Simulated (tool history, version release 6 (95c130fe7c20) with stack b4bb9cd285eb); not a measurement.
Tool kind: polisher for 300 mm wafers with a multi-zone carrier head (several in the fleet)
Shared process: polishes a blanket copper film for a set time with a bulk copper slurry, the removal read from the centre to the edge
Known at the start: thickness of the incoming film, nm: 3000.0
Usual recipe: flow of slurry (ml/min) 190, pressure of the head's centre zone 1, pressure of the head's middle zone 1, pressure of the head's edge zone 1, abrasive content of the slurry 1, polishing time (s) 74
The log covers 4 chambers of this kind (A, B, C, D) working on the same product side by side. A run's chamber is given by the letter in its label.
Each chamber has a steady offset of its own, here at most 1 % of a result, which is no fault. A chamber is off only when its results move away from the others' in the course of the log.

run	hour	flow of slurry (ml/min)	pressure of the head's centre zone	pressure of the head's middle zone	pressure of the head's edge zone	abrasive content of the slurry	polishing time (s)	film removed at the wafer's centre (angstrom)	film removed at mid-radius (angstrom)	film removed at the wafer's edge (angstrom)
# hour 1.2: chamber B: worn pad replaced by a new one
1D	11	190	1	1	1	1	74	4839.2	4870.2	4757.7
# hour 19.6: chamber D: centre zone pressure recalibrated
# hour 21.8: chamber C: slurry nozzle cleaned
2C	23.3	190	1	1	1	1	74	4813.7	4803.5	4796.4
3B	37.2	190	1	1	1	1	74	4785	4854.1	4860.6
4A	46.3	190	1	1	1	1	74	4753.5	4692.6	4770.6
5B	53.2	190	1	1	1	1	74	4783.1	4930.2	4930.6
6A	64.1	190	1	1	1	1	74	4695.9	4699.7	4742.1
7D	71.8	190	1	1	1	1	74	4757.3	4874.4	4806.1
# hour 72.2: chamber A: worn pad replaced by a new one
8C	78.7	190	1	1	1	1	74	4804.2	4766.3	4861.4
# hour 86.4: chamber D: worn pad replaced by a new one
9B	88	190	1	1	1	1	74	4833.2	4796.8	4801.5
# hour 96.1: chamber B: worn pad replaced by a new one
10D	100	190	1	1	1	1	74	4848.2	4832.5	4865.1
11C	112.7	190	1	1	1	1	74	4782.5	4644.9	4790.2
12A	123.5	190	1	1	1	1	74	4763.1	4739	4752.3
13D	131.6	190	1	1	1	1	74	4800.1	4786.1	4705.6
14A	140.2	190	1	1	1	1	74	4751.3	4854.7	4853.1
15C	152.4	190	1	1	1	1	74	4741.2	4495.7	4719.1
16B	161.4	190	1	1	1	1	74	4807.1	4831.8	4704.6
17A	171.8	190	1	1	1	1	74	4797.3	4782.2	4770.7
# hour 174.6: chamber B: worn pad replaced by a new one
18B	181.8	190	1	1	1	1	74	4758.6	4898.8	4834.2
# hour 183.8: chamber B: slurry nozzle cleaned
19D	194.1	190	0.93	1.07	1	1	74	4370.6	5331.4	4871.2
# hour 199.4: chamber A: worn pad replaced by a new one
20C	201	190	0.93	1.07	1	1	74	4250.3	4709.1	4546.9
21B	214.5	190	0.93	1.07	1	1	74	4312.2	5183.5	4846.2
# hour 221.9: chamber A: edge zone pressure recalibrated
22D	224.4	190	0.93	1.07	1	1	74	4435.1	5148.9	4756.5
23C	236	190	1	1	1	1	74	4341.9	4367.8	4442.2
# hour 249.2: chamber D: worn pad replaced by a new one
24A	250.6	190	1	1	1	1	74	4647.8	4790.8	4701.1
# hour 252.3: chamber B: worn pad replaced by a new one
25A	265	190	1	1	1	1	74	4783.1	4888.8	4835.9
26B	274.3	190	1	1	1	1	74	4694.3	4940.2	4771.8
27C	287.6	190	1	1	1	1	74	4210.5	4313	4390.5
28D	299.6	190	1	1	1.07	1.15	74	4887.1	5124.1	5061.6
29D	310.4	190	1	1	1.07	1.15	74	5065.9	5081.7	5161.6

The same settings go to every chamber for the next run, one line per chamber below. Forecast the results for each:
30A	320.9	190	1	1	1	1	74	?	?	?
30B	320.9	190	1	1	1	1	74	?	?	?
30C	320.9	190	1	1	1	1	74	?	?	?
30D	320.9	190	1	1	1	1	74	?	?	?

run	film removed at the wafer's centre (angstrom)	film removed at mid-radius (angstrom)	film removed at the wafer's edge (angstrom)
30A	4718.5	4719.4	4763.9
30B	4909.4	4825.8	4816.5
30C	4201.6	4322.4	4311.4
30D	4852.4	4726.9	4844.3
